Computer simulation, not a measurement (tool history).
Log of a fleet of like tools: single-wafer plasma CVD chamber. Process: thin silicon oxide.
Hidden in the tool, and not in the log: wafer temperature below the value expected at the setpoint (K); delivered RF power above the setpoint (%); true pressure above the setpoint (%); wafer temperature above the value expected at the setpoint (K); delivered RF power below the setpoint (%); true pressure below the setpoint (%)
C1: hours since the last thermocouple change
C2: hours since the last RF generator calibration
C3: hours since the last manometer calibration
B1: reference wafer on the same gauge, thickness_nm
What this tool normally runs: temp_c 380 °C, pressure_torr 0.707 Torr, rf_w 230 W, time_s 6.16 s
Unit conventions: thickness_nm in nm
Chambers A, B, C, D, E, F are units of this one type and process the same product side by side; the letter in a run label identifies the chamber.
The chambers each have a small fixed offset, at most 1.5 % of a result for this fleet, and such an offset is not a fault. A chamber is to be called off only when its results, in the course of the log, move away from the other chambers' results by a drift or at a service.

run 1A hour=5.5 | temp_c=380 pressure_torr=0.707 rf_w=230 time_s=6.16 | C1=189.7 C2=865.6 C3=2994.9 | B1=10.078 | thickness_nm=9.0036
run 2F hour=10.8 | temp_c=380 pressure_torr=0.707 rf_w=230 time_s=6.16 | C1=190.1 C2=1378.7 C3=135.2 | B1=10.077 | thickness_nm=8.8621
run 3D hour=17.4 | temp_c=380 pressure_torr=0.707 rf_w=230 time_s=6.16 | C1=701.9 C2=460.5 C3=1058.5 | B1=10.085 | thickness_nm=9.1055
run 4E hour=23.0 | temp_c=380 pressure_torr=0.707 rf_w=230 time_s=6.16 | C1=462.0 C2=1223.6 C3=1613.9 | B1=10.086 | thickness_nm=8.9323
run 5B hour=28.8 | temp_c=380 pressure_torr=0.707 rf_w=230 time_s=5.64 | C1=836.9 C2=635.8 C3=476.0 | B1=10.074 | thickness_nm=8.3012
-- hour=34.9 chamber A: capacitance manometer re-zeroed and calibrated
run 6C hour=37.1 | temp_c=380 pressure_torr=0.707 rf_w=230 time_s=5.64 | C1=1476.4 C2=380.9 C3=1435.4 | B1=10.068 | thickness_nm=8.4095
-- hour=42.4 chamber C: thermocouple changed; heater temperature recalibrated
run 7E hour=44.5 | temp_c=380 pressure_torr=0.707 rf_w=230 time_s=5.64 | C1=483.5 C2=1245.1 C3=1635.4 | B1=10.065 | thickness_nm=8.3059
run 8B hour=51.3 | temp_c=380 pressure_torr=0.707 rf_w=230 time_s=5.64 | C1=859.4 C2=658.3 C3=498.5 | B1=10.073 | thickness_nm=8.2927
run 9C hour=55.7 | temp_c=380 pressure_torr=0.707 rf_w=230 time_s=5.64 | C1=13.4 C2=399.5 C3=1454.0 | B1=10.085 | thickness_nm=8.4004
run 10F hour=60.4 | temp_c=380 pressure_torr=0.707 rf_w=230 time_s=5.64 | C1=239.7 C2=1428.3 C3=184.8 | B1=10.087 | thickness_nm=8.2161
run 11A hour=70.0 | temp_c=380 pressure_torr=0.707 rf_w=230 time_s=6.16 | C1=254.2 C2=930.1 C3=35.1 | B1=10.077 | thickness_nm=9.0321
run 12D hour=76.9 | temp_c=380 pressure_torr=0.707 rf_w=265 time_s=6.16 | C1=761.4 C2=520.0 C3=1118.0 | B1=10.083 | thickness_nm=9.7057
run 13C hour=85.8 | temp_c=380 pressure_torr=0.707 rf_w=265 time_s=6.16 | C1=43.5 C2=429.6 C3=1484.1 | B1=10.078 | thickness_nm=9.7830
run 14A hour=91.7 | temp_c=380 pressure_torr=0.707 rf_w=265 time_s=6.16 | C1=275.9 C2=951.8 C3=56.8 | B1=10.073 | thickness_nm=9.6562
run 15B hour=100.7 | temp_c=380 pressure_torr=0.707 rf_w=265 time_s=6.16 | C1=908.8 C2=707.7 C3=547.9 | B1=10.077 | thickness_nm=9.6801
run 16D hour=105.9 | temp_c=380 pressure_torr=0.707 rf_w=265 time_s=6.16 | C1=790.4 C2=549.0 C3=1147.0 | B1=10.075 | thickness_nm=9.7770
run 17F hour=112.7 | temp_c=380 pressure_torr=0.707 rf_w=265 time_s=6.16 | C1=292.0 C2=1480.6 C3=237.1 | B1=10.094 | thickness_nm=9.4684
run 18E hour=118.3 | temp_c=380 pressure_torr=0.707 rf_w=230 time_s=6.16 | C1=557.3 C2=1318.9 C3=1709.2 | B1=10.089 | thickness_nm=9.0015
run 19A hour=127.0 | temp_c=380 pressure_torr=0.707 rf_w=230 time_s=6.16 | C1=311.2 C2=987.1 C3=92.1 | B1=10.071 | thickness_nm=9.0091
run 20E hour=134.9 | temp_c=380 pressure_torr=0.707 rf_w=230 time_s=6.16 | C1=573.9 C2=1335.5 C3=1725.8 | B1=10.091 | thickness_nm=8.9844
run 21F hour=143.7 | temp_c=380 pressure_torr=0.707 rf_w=230 time_s=6.16 | C1=323.0 C2=1511.6 C3=268.1 | B1=10.087 | thickness_nm=8.9464
run 22D hour=148.5 | temp_c=380 pressure_torr=0.707 rf_w=230 time_s=6.16 | C1=833.0 C2=591.6 C3=1189.6 | B1=10.079 | thickness_nm=9.0313
-- hour=149.3 chamber C: capacitance manometer re-zeroed and calibrated
run 23C hour=153.3 | temp_c=380 pressure_torr=0.707 rf_w=230 time_s=6.16 | C1=111.0 C2=497.1 C3=4.0 | B1=10.077 | thickness_nm=9.0673
run 24B hour=162.5 | temp_c=369 pressure_torr=0.581 rf_w=230 time_s=6.16 | C1=970.6 C2=769.5 C3=609.7 | B1=10.081 | thickness_nm=7.4390
run 25A hour=167.6 | temp_c=369 pressure_torr=0.581 rf_w=230 time_s=6.16 | C1=351.8 C2=1027.7 C3=132.7 | B1=10.075 | thickness_nm=7.4485
run 26F hour=176.7 | temp_c=369 pressure_torr=0.581 rf_w=230 time_s=6.16 | C1=356.0 C2=1544.6 C3=301.1 | B1=10.080 | thickness_nm=7.2420
run 27E hour=183.6 | temp_c=369 pressure_torr=0.581 rf_w=230 time_s=6.16 | C1=622.6 C2=1384.2 C3=1774.5 | B1=10.068 | thickness_nm=7.3294
-- hour=189.8 chamber E: capacitance manometer re-zeroed and calibrated
run 28C hour=192.7 | temp_c=369 pressure_torr=0.581 rf_w=230 time_s=6.16 | C1=150.4 C2=536.5 C3=43.4 | B1=10.083 | thickness_nm=7.4651
run 29B hour=202.3 | temp_c=369 pressure_torr=0.581 rf_w=230 time_s=6.16 | C1=1010.4 C2=809.3 C3=649.5 | B1=10.079 | thickness_nm=7.4073
run 30D hour=210.7 | temp_c=380 pressure_torr=0.707 rf_w=230 time_s=6.16 | C1=895.2 C2=653.8 C3=1251.8 | B1=10.089 | thickness_nm=9.0364
run 31C hour=215.5 | temp_c=380 pressure_torr=0.707 rf_w=230 time_s=6.16 | C1=173.2 C2=559.3 C3=66.2 | B1=10.083 | thickness_nm=9.1087
run 32A hour=223.3 | temp_c=380 pressure_torr=0.707 rf_w=255 time_s=6.16 | C1=407.5 C2=1083.4 C3=188.4 | B1=10.077 | thickness_nm=9.5182
run 33F hour=231.6 | temp_c=380 pressure_torr=0.707 rf_w=255 time_s=6.16 | C1=410.9 C2=1599.5 C3=356.0 | B1=10.070 | thickness_nm=9.3805
run 34E hour=240.6 | temp_c=380 pressure_torr=0.707 rf_w=255 time_s=6.16 | C1=679.6 C2=1441.2 C3=50.9 | B1=10.075 | thickness_nm=8.8970
run 35B hour=247.7 | temp_c=380 pressure_torr=0.707 rf_w=255 time_s=6.16 | C1=1055.8 C2=854.7 C3=694.9 | B1=10.088 | thickness_nm=9.5335
run 36D hour=253.4 | temp_c=380 pressure_torr=0.707 rf_w=255 time_s=6.16 | C1=937.9 C2=696.5 C3=1294.5 | B1=10.084 | thickness_nm=9.5545
run 37E hour=257.8 | temp_c=380 pressure_torr=0.707 rf_w=255 time_s=6.16 | C1=696.8 C2=1458.4 C3=68.1 | B1=10.088 | thickness_nm=9.0101
run 38D hour=262.7 | temp_c=380 pressure_torr=0.707 rf_w=230 time_s=6.16 | C1=947.2 C2=705.8 C3=1303.8 | B1=10.084 | thickness_nm=9.0418
run 39A hour=269.7 | temp_c=380 pressure_torr=0.707 rf_w=230 time_s=6.16 | C1=453.9 C2=1129.8 C3=234.8 | B1=10.076 | thickness_nm=9.0461
run 40B hour=277.7 | temp_c=380 pressure_torr=0.707 rf_w=230 time_s=6.16 | C1=1085.8 C2=884.7 C3=724.9 | B1=10.090 | thickness_nm=9.0276
run 41C hour=283.4 | temp_c=380 pressure_torr=0.707 rf_w=230 time_s=6.16 | C1=241.1 C2=627.2 C3=134.1 | B1=10.076 | thickness_nm=9.1432
run 42F hour=288.2 | temp_c=380 pressure_torr=0.707 rf_w=230 time_s=6.16 | C1=467.5 C2=1656.1 C3=412.6 | B1=10.085 | thickness_nm=8.8775
run 43C hour=296.1 | temp_c=380 pressure_torr=0.707 rf_w=230 time_s=6.16 | C1=253.8 C2=639.9 C3=146.8 | B1=10.085 | thickness_nm=9.1117
run 44D hour=300.3 | temp_c=380 pressure_torr=0.707 rf_w=230 time_s=6.16 | C1=984.8 C2=743.4 C3=1341.4 | B1=10.076 | thickness_nm=9.1545

What goes on in this fleet: one chamber off, a drifting gauge, or nothing beyond the chambers' own small offsets? Name the chamber and the cause, if any.

After it was serviced, chamber E no longer matches the other chambers.
Most likely cause: true pressure below the setpoint (%) = 4.81.

Here are 4 candidates for chamber E's next run, each the usual settings with a change, their results left as question marks. Which one brings its results back in line with what the others give on the usual settings?
Allowed miss from the other chambers' usual-settings mean, per result, to count as in line: thickness_nm 0.1600 nm
run 45E-1 hour=307.2 | temp_c=380 pressure_torr=0.698 rf_w=230 time_s=6.11 | thickness_nm=?
run 45E-2 hour=307.2 | temp_c=380 pressure_torr=0.722 rf_w=230 time_s=6.16 | thickness_nm=?
run 45E-3 hour=307.2 | temp_c=380 pressure_torr=0.730 rf_w=230 time_s=6.28 | thickness_nm=?
run 45E-4 hour=307.2 | temp_c=380 pressure_torr=0.671 rf_w=230 time_s=6.16 | thickness_nm=?

The other chambers' mean on the usual settings: thickness_nm 9.0450 nm
run=45E-1 thickness_nm=8.3917
run=45E-2 thickness_nm=8.7696
run=45E-3 thickness_nm=9.0419
run=45E-4 thickness_nm=8.1095
With 45E-3, the chamber falls back in line with the rest.

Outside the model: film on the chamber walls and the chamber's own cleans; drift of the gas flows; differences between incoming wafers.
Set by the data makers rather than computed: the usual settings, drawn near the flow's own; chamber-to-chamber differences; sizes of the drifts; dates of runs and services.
